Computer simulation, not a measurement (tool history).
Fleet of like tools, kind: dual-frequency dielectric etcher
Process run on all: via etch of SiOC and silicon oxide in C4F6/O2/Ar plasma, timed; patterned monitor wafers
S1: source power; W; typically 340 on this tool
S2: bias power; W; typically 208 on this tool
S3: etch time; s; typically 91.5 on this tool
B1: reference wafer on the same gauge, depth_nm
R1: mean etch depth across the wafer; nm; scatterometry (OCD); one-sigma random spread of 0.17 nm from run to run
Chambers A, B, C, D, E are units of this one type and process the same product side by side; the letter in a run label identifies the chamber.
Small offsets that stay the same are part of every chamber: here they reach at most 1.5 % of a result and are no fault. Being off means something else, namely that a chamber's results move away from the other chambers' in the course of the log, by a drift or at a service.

| run | day | S1 | S2 | S3 | B1 | R1 |
|---|---|---|---|---|---|---|
| 1C | 0.246 | 340 | 208 | 91.5 | 107.00 | 101.860 |
| 2D | 0.662 | 340 | 208 | 91.5 | 106.98 | 101.640 |
| 3E | 0.862 | 340 | 208 | 91.5 | 106.97 | 100.970 |
| 4B | 1.204 | 340 | 208 | 91.5 | 106.97 | 102.650 |
| 5A | 1.421 | 340 | 208 | 91.5 | 106.91 | 100.880 |
| 6B | 1.612 | 340 | 208 | 91.5 | 106.90 | 102.680 |
|  | 1.929 | chamber C: source power generator calibrated |
| 7A | 1.938 | 340 | 208 | 91.5 | 106.92 | 100.730 |
| 8E | 2.267 | 340 | 208 | 91.5 | 106.91 | 100.790 |
| 9D | 2.671 | 340 | 208 | 91.5 | 106.84 | 101.490 |
| 10C | 2.883 | 300 | 235 | 91.5 | 106.83 | 101.150 |
| 11D | 3.267 | 300 | 235 | 91.5 | 106.85 | 100.950 |
| 12A | 3.504 | 300 | 235 | 91.5 | 106.79 | 100.440 |
| 13E | 3.850 | 300 | 235 | 91.5 | 106.78 | 100.600 |
| 14C | 4.217 | 300 | 235 | 91.5 | 106.78 | 101.280 |
| 15B | 4.408 | 340 | 208 | 91.5 | 106.79 | 102.490 |
| 16B | 4.775 | 340 | 208 | 91.5 | 106.75 | 102.310 |
| 17D | 5.058 | 340 | 235 | 79.0 | 106.77 | 91.309 |
| 18E | 5.462 | 340 | 235 | 79.0 | 106.75 | 90.661 |
| 19C | 5.896 | 340 | 235 | 79.0 | 106.65 | 91.725 |
| 20A | 6.288 | 340 | 235 | 79.0 | 106.65 | 90.732 |
| 21A | 6.612 | 340 | 235 | 79.0 | 106.63 | 90.871 |
| 22D | 7.012 | 340 | 208 | 91.5 | 106.68 | 101.390 |
| 23E | 7.279 | 340 | 208 | 91.5 | 106.63 | 100.770 |
|  | 7.558 | chamber D: wet clean of the chamber |
| 24C | 7.600 | 340 | 208 | 91.5 | 106.60 | 101.690 |
| 25B | 7.954 | 340 | 208 | 91.5 | 106.58 | 101.920 |
|  | 8.092 | chamber E: wet clean of the chamber |
| 26B | 8.258 | 340 | 208 | 91.5 | 106.56 | 102.160 |
| 27E | 8.538 | 340 | 208 | 91.5 | 106.53 | 100.750 |
|  | 8.783 | chamber A: wet clean of the chamber |
| 28C | 8.883 | 340 | 208 | 91.5 | 106.52 | 101.800 |
| 29A | 9.254 | 340 | 251 | 110.5 | 106.47 | 129.210 |
| 30D | 9.646 | 340 | 251 | 110.5 | 106.45 | 130.860 |
|  | 9.746 | chamber B: wet clean of the chamber |
| 31C | 9.838 | 340 | 251 | 110.5 | 106.47 | 131.290 |
| 32A | 10.033 | 340 | 251 | 110.5 | 106.49 | 129.200 |
| 33E | 10.404 | 340 | 251 | 110.5 | 106.39 | 129.400 |
| 34D | 10.654 | 340 | 208 | 91.5 | 106.46 | 101.260 |
| 35B | 10.971 | 340 | 208 | 91.5 | 106.46 | 102.380 |
| 36A | 11.296 | 340 | 208 | 68.5 | 106.42 | 75.187 |
| 37D | 11.667 | 340 | 208 | 68.5 | 106.37 | 75.865 |
| 38C | 12.033 | 340 | 208 | 68.5 | 106.40 | 76.184 |
| 39B | 12.342 | 340 | 208 | 68.5 | 106.33 | 76.314 |
| 40E | 12.771 | 340 | 208 | 68.5 | 106.29 | 75.258 |
|  | 12.804 | chamber D: source power generator calibrated |
| 41C | 13.054 | 340 | 208 | 91.5 | 106.34 | 101.540 |
| 42D | 13.379 | 340 | 208 | 91.5 | 106.32 | 101.270 |
| 43E | 13.596 | 340 | 208 | 91.5 | 106.30 | 100.310 |

Has any chamber moved away from the others, gradually or after a service, or does the common gauge drift, or do the chambers differ only by their own small steady offsets? State the chamber and the most likely cause if one applies.

No chamber is off; the gauge reading every chamber's wafers drifts, which makes the whole fleet appear to move together.
Most likely cause: gauge reads low (%) = 0.673.
